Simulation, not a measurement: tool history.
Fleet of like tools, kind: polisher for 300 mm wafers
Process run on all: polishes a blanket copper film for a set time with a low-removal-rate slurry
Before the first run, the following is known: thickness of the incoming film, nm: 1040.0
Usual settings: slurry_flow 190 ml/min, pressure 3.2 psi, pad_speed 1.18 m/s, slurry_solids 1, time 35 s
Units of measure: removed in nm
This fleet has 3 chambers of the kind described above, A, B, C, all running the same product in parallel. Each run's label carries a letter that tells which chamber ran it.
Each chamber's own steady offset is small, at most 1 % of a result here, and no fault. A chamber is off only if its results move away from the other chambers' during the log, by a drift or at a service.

run   hour  slurry_flow  pressure  pad_speed  slurry_solids  time  removed
 1B    8.3          190       3.2       1.18              1    35   139.39
 2C   20.6          190       3.2       1.18              1    35   140.86
      27.6  -- chamber B: worn pad replaced by a new one
      28.1  -- chamber C: worn pad replaced by a new one
 3A   35.3          190       3.2       1.18              1    35   137.44
 4C   47.4          190       3.2       1.18              1    35    139.6
 5B   58.1          190       3.2       1.18              1    35    138.4
      65.3  -- chamber A: worn pad replaced by a new one
 6A   68.6          190       3.2       1.18              1    35   138.37
 7C     80          190       3.2       1.18              1    35   136.17
 8A   92.8          190       3.2       1.18              1    35   140.09
     101.2  -- chamber C: worn pad replaced by a new one
 9B  108.2          190       3.2       1.18              1    35   136.01
     117.4  -- chamber B: slurry nozzle cleaned
10B  119.6          190       3.2       1.18              1    35    139.1
     121.4  -- chamber B: worn pad replaced by a new one
11C  127.9          190       3.2       1.18              1    35   136.92
12A  139.9          190       3.2       1.18              1    35   138.27
13A  151.8          190       3.2       1.18              1    35   139.95
     153.5  -- chamber B: slurry blender recalibrated
       154  -- chamber A: slurry blender recalibrated
14C  166.6          190       3.2       1.18              1    35   137.32
     168.8  -- chamber A: worn pad replaced by a new one
15B  179.1          190       3.2       1.18              1    35    138.2
     180.4  -- chamber C: slurry blender recalibrated
     180.7  -- chamber C: worn pad replaced by a new one
     185.3  -- chamber A: head pressure recalibrated
16B  189.7          190       3.2       1.18              1    35   135.24
17C  203.8          190       3.2       1.18              1    35   136.79
18A  214.7          190       3.2       1.18              1    35   120.26
     227.7  -- chamber B: worn pad replaced by a new one
19A  230.3          190       3.2       1.18              1    35   122.25
20B    246          190       3.2       1.18              1    35   137.73
21C  255.4          190       3.2       1.18              1    35   136.91
     258.3  -- chamber C: worn pad replaced by a new one
22A  264.5          190       3.2       1.18              1    35   122.04
     269.1  -- chamber A: worn pad replaced by a new one
23C  277.7          190       3.2       1.18              1    35   136.91
24B  291.2          190       3.5       1.18            1.3    35   158.07
25C  305.6          190       3.5       1.18            1.3    35   155.75
26A  315.2          190       3.5       1.18            1.3    35   138.52
     327.7  -- chamber B: worn pad replaced by a new one
27B  330.8          190       3.2       1.18              1    35   137.62
     331.9  -- chamber C: worn pad replaced by a new one
28B  339.2          235       3.2       1.18              1    30   120.02
29C  347.4          235       3.2       1.18              1    30   120.72

Each of the 3 chambers runs these same settings next. Fill in every chamber's results:
30A  358.9          190       3.2       1.18              1    35        ?
30B  358.9          190       3.2       1.18              1    35        ?
30C  358.9          190       3.2       1.18              1    35        ?

run  removed
30A   120.37
30B   135.84
30C   135.71
